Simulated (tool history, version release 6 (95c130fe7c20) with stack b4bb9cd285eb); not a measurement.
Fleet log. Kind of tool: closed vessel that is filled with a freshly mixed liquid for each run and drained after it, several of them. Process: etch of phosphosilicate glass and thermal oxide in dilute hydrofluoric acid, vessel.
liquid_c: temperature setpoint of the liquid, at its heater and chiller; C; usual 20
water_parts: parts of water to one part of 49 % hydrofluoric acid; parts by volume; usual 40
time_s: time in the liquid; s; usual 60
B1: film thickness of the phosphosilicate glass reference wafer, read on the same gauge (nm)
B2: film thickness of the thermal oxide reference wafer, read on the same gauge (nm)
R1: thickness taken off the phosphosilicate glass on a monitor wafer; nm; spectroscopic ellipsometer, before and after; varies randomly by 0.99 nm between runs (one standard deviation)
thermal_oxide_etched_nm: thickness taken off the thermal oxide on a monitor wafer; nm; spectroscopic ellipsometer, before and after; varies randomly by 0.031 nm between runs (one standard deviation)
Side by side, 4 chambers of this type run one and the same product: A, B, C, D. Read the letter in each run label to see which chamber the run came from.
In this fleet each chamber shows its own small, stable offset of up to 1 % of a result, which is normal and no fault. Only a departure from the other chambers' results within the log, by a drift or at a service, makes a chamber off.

{"run": "1D", "hour": 9.9, "liquid_c": 20, "water_parts": 40, "time_s": 60, "B1": 140.01, "B2": 109.97, "R1": 218, "thermal_oxide_etched_nm": 6.2696}
{"run": "2B", "hour": 20.8, "liquid_c": 20, "water_parts": 40, "time_s": 60, "B1": 140.01, "B2": 110.06, "R1": 215.45, "thermal_oxide_etched_nm": 6.2522}
{"run": "3A", "hour": 35.5, "liquid_c": 20, "water_parts": 40, "time_s": 60, "B1": 140.01, "B2": 109.95, "R1": 216.61, "thermal_oxide_etched_nm": 6.273}
{"run": "4C", "hour": 43.3, "liquid_c": 20, "water_parts": 40, "time_s": 60, "B1": 139.98, "B2": 109.97, "R1": 217.55, "thermal_oxide_etched_nm": 6.2678}
{"run": "5B", "hour": 55.6, "liquid_c": 20, "water_parts": 40, "time_s": 60, "B1": 140, "B2": 109.96, "R1": 218.93, "thermal_oxide_etched_nm": 6.3097}
{"run": "6C", "hour": 65.3, "liquid_c": 20, "water_parts": 40, "time_s": 60, "B1": 140.02, "B2": 109.98, "R1": 218.15, "thermal_oxide_etched_nm": 6.3043}
{"run": "7D", "hour": 76.8, "liquid_c": 20, "water_parts": 40, "time_s": 60, "B1": 140.02, "B2": 109.99, "R1": 219.12, "thermal_oxide_etched_nm": 6.3647}
{"hour": 81.9, "done": "chamber B: thermometer replaced"}
{"run": "8A", "hour": 91.9, "liquid_c": 20, "water_parts": 40, "time_s": 60, "B1": 139.98, "B2": 109.97, "R1": 215.42, "thermal_oxide_etched_nm": 6.2114}
{"run": "9C", "hour": 104.0, "liquid_c": 20, "water_parts": 40, "time_s": 60, "B1": 140.02, "B2": 110.04, "R1": 220.16, "thermal_oxide_etched_nm": 6.3118}
{"run": "10D", "hour": 114.9, "liquid_c": 20, "water_parts": 40, "time_s": 60, "B1": 139.97, "B2": 110, "R1": 217.59, "thermal_oxide_etched_nm": 6.3162}
{"run": "11B", "hour": 123.2, "liquid_c": 20, "water_parts": 40, "time_s": 60, "B1": 140.01, "B2": 109.99, "R1": 216.98, "thermal_oxide_etched_nm": 6.2928}
{"run": "12A", "hour": 136.5, "liquid_c": 20, "water_parts": 40, "time_s": 60, "B1": 139.98, "B2": 110.02, "R1": 216.74, "thermal_oxide_etched_nm": 6.2766}
{"run": "13B", "hour": 146.7, "liquid_c": 20, "water_parts": 40, "time_s": 60, "B1": 139.94, "B2": 110.03, "R1": 216.19, "thermal_oxide_etched_nm": 6.2871}
{"run": "14C", "hour": 161.0, "liquid_c": 20, "water_parts": 40, "time_s": 60, "B1": 139.98, "B2": 110.02, "R1": 219.25, "thermal_oxide_etched_nm": 6.2805}
{"run": "15A", "hour": 175.6, "liquid_c": 20, "water_parts": 40, "time_s": 60, "B1": 139.97, "B2": 110, "R1": 216.33, "thermal_oxide_etched_nm": 6.2308}
{"run": "16D", "hour": 182.6, "liquid_c": 20, "water_parts": 40, "time_s": 60, "B1": 139.98, "B2": 109.99, "R1": 218.1, "thermal_oxide_etched_nm": 6.287}
{"run": "17C", "hour": 193.5, "liquid_c": 23, "water_parts": 30, "time_s": 60, "B1": 139.96, "B2": 110.04, "R1": 336.58, "thermal_oxide_etched_nm": 9.6586}
{"run": "18A", "hour": 200.9, "liquid_c": 23, "water_parts": 30, "time_s": 60, "B1": 140.04, "B2": 110, "R1": 333.77, "thermal_oxide_etched_nm": 9.6379}
{"run": "19B", "hour": 208.6, "liquid_c": 23, "water_parts": 30, "time_s": 60, "B1": 140.01, "B2": 110, "R1": 333.98, "thermal_oxide_etched_nm": 9.6689}
{"run": "20D", "hour": 222.7, "liquid_c": 23, "water_parts": 30, "time_s": 60, "B1": 139.98, "B2": 110.05, "R1": 333.95, "thermal_oxide_etched_nm": 9.6856}
{"run": "21C", "hour": 234.7, "liquid_c": 20, "water_parts": 40, "time_s": 60, "B1": 140, "B2": 110, "R1": 216.96, "thermal_oxide_etched_nm": 6.292}
{"run": "22D", "hour": 248.8, "liquid_c": 20, "water_parts": 40, "time_s": 35, "B1": 139.95, "B2": 109.99, "R1": 127.13, "thermal_oxide_etched_nm": 3.6718}
{"run": "23A", "hour": 259.6, "liquid_c": 20, "water_parts": 40, "time_s": 35, "B1": 140.01, "B2": 110, "R1": 126.96, "thermal_oxide_etched_nm": 3.6686}
{"run": "24B", "hour": 268.2, "liquid_c": 20, "water_parts": 40, "time_s": 35, "B1": 140, "B2": 110.03, "R1": 126.11, "thermal_oxide_etched_nm": 3.6455}
{"run": "25A", "hour": 278.4, "liquid_c": 20, "water_parts": 40, "time_s": 35, "B1": 140.01, "B2": 110, "R1": 125.91, "thermal_oxide_etched_nm": 3.6518}

Next, every chamber runs the same settings. What will each give?
{"run": "26A", "hour": 289.2, "liquid_c": 17, "water_parts": 40, "time_s": 60, "R1": "?", "thermal_oxide_etched_nm": "?"}
{"run": "26B", "hour": 289.2, "liquid_c": 17, "water_parts": 40, "time_s": 60, "R1": "?", "thermal_oxide_etched_nm": "?"}
{"run": "26C", "hour": 289.2, "liquid_c": 17, "water_parts": 40, "time_s": 60, "R1": "?", "thermal_oxide_etched_nm": "?"}
{"run": "26D", "hour": 289.2, "liquid_c": 17, "water_parts": 40, "time_s": 60, "R1": "?", "thermal_oxide_etched_nm": "?"}

run=26A R1=190.33 thermal_oxide_etched_nm=5.4637
run=26B R1=191.34 thermal_oxide_etched_nm=5.4576
run=26C R1=190.43 thermal_oxide_etched_nm=5.4913
run=26D R1=190.16 thermal_oxide_etched_nm=5.5231
